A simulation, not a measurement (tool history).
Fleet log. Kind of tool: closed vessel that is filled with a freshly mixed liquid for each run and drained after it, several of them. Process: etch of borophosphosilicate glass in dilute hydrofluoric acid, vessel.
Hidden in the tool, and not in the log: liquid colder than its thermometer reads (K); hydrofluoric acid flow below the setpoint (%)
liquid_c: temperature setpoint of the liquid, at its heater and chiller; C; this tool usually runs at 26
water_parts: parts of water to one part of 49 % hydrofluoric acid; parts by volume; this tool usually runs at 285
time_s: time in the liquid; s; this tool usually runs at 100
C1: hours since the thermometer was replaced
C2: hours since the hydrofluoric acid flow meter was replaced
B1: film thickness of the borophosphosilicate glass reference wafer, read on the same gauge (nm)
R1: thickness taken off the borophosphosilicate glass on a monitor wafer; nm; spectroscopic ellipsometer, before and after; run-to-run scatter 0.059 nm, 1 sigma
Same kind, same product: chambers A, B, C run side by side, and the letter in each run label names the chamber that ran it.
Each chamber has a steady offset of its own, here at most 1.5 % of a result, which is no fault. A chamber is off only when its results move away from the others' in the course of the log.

run 1B hour=2.2 | liquid_c=26 water_parts=285 time_s=100 | C1=424.8 C2=748.1 | B1=50.023 | R1=13.0950
run 2A hour=7.0 | liquid_c=26 water_parts=285 time_s=100 | C1=25.6 C2=653.6 | B1=49.990 | R1=13.1570
run 3C hour=11.0 | liquid_c=26 water_parts=285 time_s=100 | C1=1044.8 C2=338.3 | B1=50.056 | R1=12.9280
run 4C hour=14.1 | liquid_c=26 water_parts=285 time_s=100 | C1=1047.9 C2=341.4 | B1=50.022 | R1=12.9960
run 5B hour=18.5 | liquid_c=21 water_parts=285 time_s=55 | C1=441.1 C2=764.4 | B1=50.036 | R1=6.0991
run 6A hour=20.8 | liquid_c=21 water_parts=285 time_s=55 | C1=39.4 C2=667.4 | B1=49.996 | R1=6.0213
run 7A hour=24.5 | liquid_c=21 water_parts=285 time_s=55 | C1=43.1 C2=671.1 | B1=50.005 | R1=6.0294
run 8B hour=26.9 | liquid_c=26 water_parts=285 time_s=100 | C1=449.5 C2=772.8 | B1=50.019 | R1=13.1780
run 9C hour=30.9 | liquid_c=26 water_parts=285 time_s=100 | C1=1064.7 C2=358.2 | B1=50.001 | R1=12.9730
run 10B hour=35.4 | liquid_c=26 water_parts=285 time_s=100 | C1=458.0 C2=781.3 | B1=49.996 | R1=13.1260
run 11C hour=40.1 | liquid_c=26 water_parts=285 time_s=100 | C1=1073.9 C2=367.4 | B1=50.038 | R1=12.9090
run 12A hour=42.4 | liquid_c=26 water_parts=285 time_s=100 | C1=61.0 C2=689.0 | B1=49.963 | R1=13.1980
run 13B hour=46.8 | liquid_c=26 water_parts=285 time_s=100 | C1=469.4 C2=792.7 | B1=50.002 | R1=13.2350
run 14A hour=49.8 | liquid_c=26 water_parts=285 time_s=100 | C1=68.4 C2=696.4 | B1=50.048 | R1=13.1710
run 15C hour=54.7 | liquid_c=26 water_parts=285 time_s=100 | C1=1088.5 C2=382.0 | B1=50.019 | R1=12.8060
run 16B hour=58.2 | liquid_c=26 water_parts=285 time_s=100 | C1=480.8 C2=804.1 | B1=50.000 | R1=13.2280
run 17C hour=62.9 | liquid_c=26 water_parts=285 time_s=100 | C1=1096.7 C2=390.2 | B1=50.031 | R1=12.7370
run 18A hour=66.3 | liquid_c=26 water_parts=285 time_s=100 | C1=84.9 C2=712.9 | B1=50.013 | R1=13.1280
run 19A hour=70.3 | liquid_c=29 water_parts=190 time_s=100 | C1=88.9 C2=716.9 | B1=49.994 | R1=24.1120
run 20B hour=73.4 | liquid_c=29 water_parts=190 time_s=100 | C1=496.0 C2=819.3 | B1=50.028 | R1=24.6800
run 21C hour=77.9 | liquid_c=29 water_parts=190 time_s=100 | C1=1111.7 C2=405.2 | B1=49.930 | R1=23.6570
run 22C hour=81.6 | liquid_c=26 water_parts=285 time_s=100 | C1=1115.4 C2=408.9 | B1=49.971 | R1=12.6230
run 23A hour=84.4 | liquid_c=26 water_parts=285 time_s=100 | C1=103.0 C2=731.0 | B1=49.987 | R1=13.0770
run 24B hour=88.9 | liquid_c=26 water_parts=285 time_s=100 | C1=511.5 C2=834.8 | B1=50.012 | R1=13.2140
run 25B hour=93.8 | liquid_c=26 water_parts=285 time_s=100 | C1=516.4 C2=839.7 | B1=50.061 | R1=13.2370
run 26C hour=97.1 | liquid_c=26 water_parts=285 time_s=100 | C1=1130.9 C2=424.4 | B1=49.990 | R1=12.4500
run 27A hour=100.4 | liquid_c=26 water_parts=285 time_s=100 | C1=119.0 C2=747.0 | B1=49.972 | R1=13.1160
run 28C hour=103.6 | liquid_c=26 water_parts=285 time_s=100 | C1=1137.4 C2=430.9 | B1=49.944 | R1=12.5360

Is one chamber out of step, is the gauge drifting, or do the chambers differ by no more than their own small offsets? For an off chamber, give its letter and the likeliest cause.

Little by little, chamber C moves away from the other chambers.
What lies behind it: liquid colder than its thermometer reads (K) = 1.04.
The log may not separate it from: hydrofluoric acid flow below the setpoint (%).

Below are 4 candidate recipes for chamber C's next run, each the usual settings with a change, their results shown as question marks. Which of them brings C's results back in line with what the other chambers give on the usual settings?
Maximum distance from the other chambers' mean on the usual settings for a result to count as in line: R1 0.2100 nm
run 29C-1 hour=107.2 | liquid_c=26 water_parts=275 time_s=100 | R1=?
run 29C-2 hour=107.2 | liquid_c=26 water_parts=295 time_s=100 | R1=?
run 29C-3 hour=107.2 | liquid_c=26 water_parts=305 time_s=100 | R1=?
run 29C-4 hour=107.2 | liquid_c=26 water_parts=265 time_s=100 | R1=?

What the other chambers average on the usual settings: R1 13.1470 nm
run=29C-1 R1=13.1200
run=29C-2 R1=11.9770
run=29C-3 R1=11.4650
run=29C-4 R1=13.7620
The answer is 29C-1, which returns the chamber to within the allowed miss of the others.

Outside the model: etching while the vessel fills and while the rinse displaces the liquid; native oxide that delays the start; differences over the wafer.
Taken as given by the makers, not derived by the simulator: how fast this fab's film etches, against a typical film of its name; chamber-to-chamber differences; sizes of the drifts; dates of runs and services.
